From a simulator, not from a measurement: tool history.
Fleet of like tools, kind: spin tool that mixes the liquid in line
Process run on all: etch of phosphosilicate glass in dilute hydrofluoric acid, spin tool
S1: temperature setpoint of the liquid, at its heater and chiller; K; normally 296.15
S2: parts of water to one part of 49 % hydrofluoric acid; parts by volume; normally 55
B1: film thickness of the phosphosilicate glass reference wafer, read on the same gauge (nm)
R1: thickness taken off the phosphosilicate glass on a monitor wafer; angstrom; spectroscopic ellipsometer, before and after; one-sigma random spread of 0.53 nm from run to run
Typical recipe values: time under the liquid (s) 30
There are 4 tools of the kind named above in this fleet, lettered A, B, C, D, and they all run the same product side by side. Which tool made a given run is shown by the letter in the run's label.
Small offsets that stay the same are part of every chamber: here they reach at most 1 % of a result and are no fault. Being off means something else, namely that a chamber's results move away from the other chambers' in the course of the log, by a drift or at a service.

run 1D hour=13.0 | S1=296.15 S2=55 time_under_the_liquid_(s)=30 | B1=30.002 | R1=542.97
-- hour=22.4 chamber D: hydrofluoric acid flow meter replaced
run 2C hour=25.5 | S1=296.15 S2=55 time_under_the_liquid_(s)=30 | B1=30.016 | R1=540.34
run 3B hour=34.2 | S1=296.15 S2=55 time_under_the_liquid_(s)=30 | B1=30.010 | R1=542.84
run 4A hour=45.9 | S1=296.15 S2=55 time_under_the_liquid_(s)=30 | B1=30.000 | R1=552.25
run 5B hour=53.9 | S1=296.15 S2=55 time_under_the_liquid_(s)=30 | B1=30.003 | R1=541.21
run 6C hour=67.0 | S1=296.15 S2=55 time_under_the_liquid_(s)=30 | B1=29.996 | R1=545.68
run 7A hour=81.2 | S1=296.15 S2=55 time_under_the_liquid_(s)=30 | B1=29.980 | R1=546.43
run 8D hour=90.6 | S1=296.15 S2=55 time_under_the_liquid_(s)=30 | B1=29.990 | R1=543.99
run 9C hour=100.2 | S1=296.15 S2=55 time_under_the_liquid_(s)=30 | B1=30.014 | R1=543.75
run 10A hour=111.4 | S1=296.15 S2=55 time_under_the_liquid_(s)=15 | B1=29.993 | R1=271.76
run 11B hour=122.4 | S1=296.15 S2=55 time_under_the_liquid_(s)=15 | B1=29.982 | R1=268.44
run 12D hour=131.6 | S1=296.15 S2=55 time_under_the_liquid_(s)=15 | B1=29.993 | R1=275.89
run 13A hour=142.0 | S1=296.15 S2=55 time_under_the_liquid_(s)=15 | B1=30.010 | R1=273.73
run 14B hour=152.6 | S1=296.15 S2=55 time_under_the_liquid_(s)=30 | B1=29.992 | R1=536.35
-- hour=161.1 chamber D: thermometer replaced
-- hour=162.0 chamber C: hydrofluoric acid flow meter replaced
run 15D hour=166.6 | S1=296.15 S2=55 time_under_the_liquid_(s)=30 | B1=30.005 | R1=548.99
run 16C hour=174.1 | S1=296.15 S2=55 time_under_the_liquid_(s)=30 | B1=29.997 | R1=547.51
run 17A hour=182.7 | S1=296.15 S2=55 time_under_the_liquid_(s)=30 | B1=30.004 | R1=541.36
run 18C hour=198.5 | S1=296.15 S2=55 time_under_the_liquid_(s)=30 | B1=30.005 | R1=550.34
run 19D hour=211.5 | S1=296.15 S2=55 time_under_the_liquid_(s)=30 | B1=29.996 | R1=555.28
run 20B hour=221.6 | S1=296.15 S2=55 time_under_the_liquid_(s)=30 | B1=29.992 | R1=543.05
run 21B hour=235.9 | S1=296.15 S2=55 time_under_the_liquid_(s)=30 | B1=29.983 | R1=547.07
run 22C hour=248.9 | S1=296.15 S2=55 time_under_the_liquid_(s)=30 | B1=29.984 | R1=549.12
run 23A hour=259.7 | S1=296.15 S2=55 time_under_the_liquid_(s)=30 | B1=29.999 | R1=552.24
run 24D hour=268.2 | S1=296.15 S2=55 time_under_the_liquid_(s)=30 | B1=29.998 | R1=560.83
run 25C hour=284.2 | S1=296.15 S2=55 time_under_the_liquid_(s)=30 | B1=29.996 | R1=547.88
run 26D hour=295.7 | S1=296.15 S2=55 time_under_the_liquid_(s)=30 | B1=29.999 | R1=546.62
run 27A hour=311.4 | S1=299.15 S2=55 time_under_the_liquid_(s)=45 | B1=30.002 | R1=930.95
run 28B hour=320.6 | S1=299.15 S2=55 time_under_the_liquid_(s)=45 | B1=29.999 | R1=918.38
run 29D hour=333.1 | S1=299.15 S2=55 time_under_the_liquid_(s)=45 | B1=29.970 | R1=929.38
run 30B hour=341.2 | S1=299.15 S2=55 time_under_the_liquid_(s)=45 | B1=30.021 | R1=932.85
run 31A hour=352.1 | S1=296.15 S2=55 time_under_the_liquid_(s)=30 | B1=30.007 | R1=548.91
run 32C hour=361.2 | S1=299.15 S2=55 time_under_the_liquid_(s)=30 | B1=29.995 | R1=622.03
run 33B hour=375.6 | S1=299.15 S2=55 time_under_the_liquid_(s)=30 | B1=29.999 | R1=614.37
run 34D hour=386.5 | S1=299.15 S2=55 time_under_the_liquid_(s)=30 | B1=29.995 | R1=622.19
run 35C hour=399.6 | S1=299.15 S2=55 time_under_the_liquid_(s)=30 | B1=29.998 | R1=611.45
run 36A hour=413.2 | S1=296.15 S2=70 time_under_the_liquid_(s)=40 | B1=30.022 | R1=563.40
run 37A hour=428.9 | S1=296.15 S2=70 time_under_the_liquid_(s)=40 | B1=30.011 | R1=566.96
run 38D hour=440.4 | S1=296.15 S2=70 time_under_the_liquid_(s)=40 | B1=30.025 | R1=563.50
run 39C hour=452.2 | S1=296.15 S2=70 time_under_the_liquid_(s)=40 | B1=30.002 | R1=574.56
run 40B hour=467.3 | S1=293.15 S2=55 time_under_the_liquid_(s)=30 | B1=30.008 | R1=479.07
run 41A hour=483.3 | S1=293.15 S2=55 time_under_the_liquid_(s)=30 | B1=30.007 | R1=484.80

Each of the 4 chambers runs these same settings next. Fill in every chamber's results:
run 42A hour=495.1 | S1=296.15 S2=35 time_under_the_liquid_(s)=30 | R1=?
run 42B hour=495.1 | S1=296.15 S2=35 time_under_the_liquid_(s)=30 | R1=?
run 42C hour=495.1 | S1=296.15 S2=35 time_under_the_liquid_(s)=30 | R1=?
run 42D hour=495.1 | S1=296.15 S2=35 time_under_the_liquid_(s)=30 | R1=?

run=42A R1=866.64
run=42B R1=867.32
run=42C R1=889.35
run=42D R1=896.97
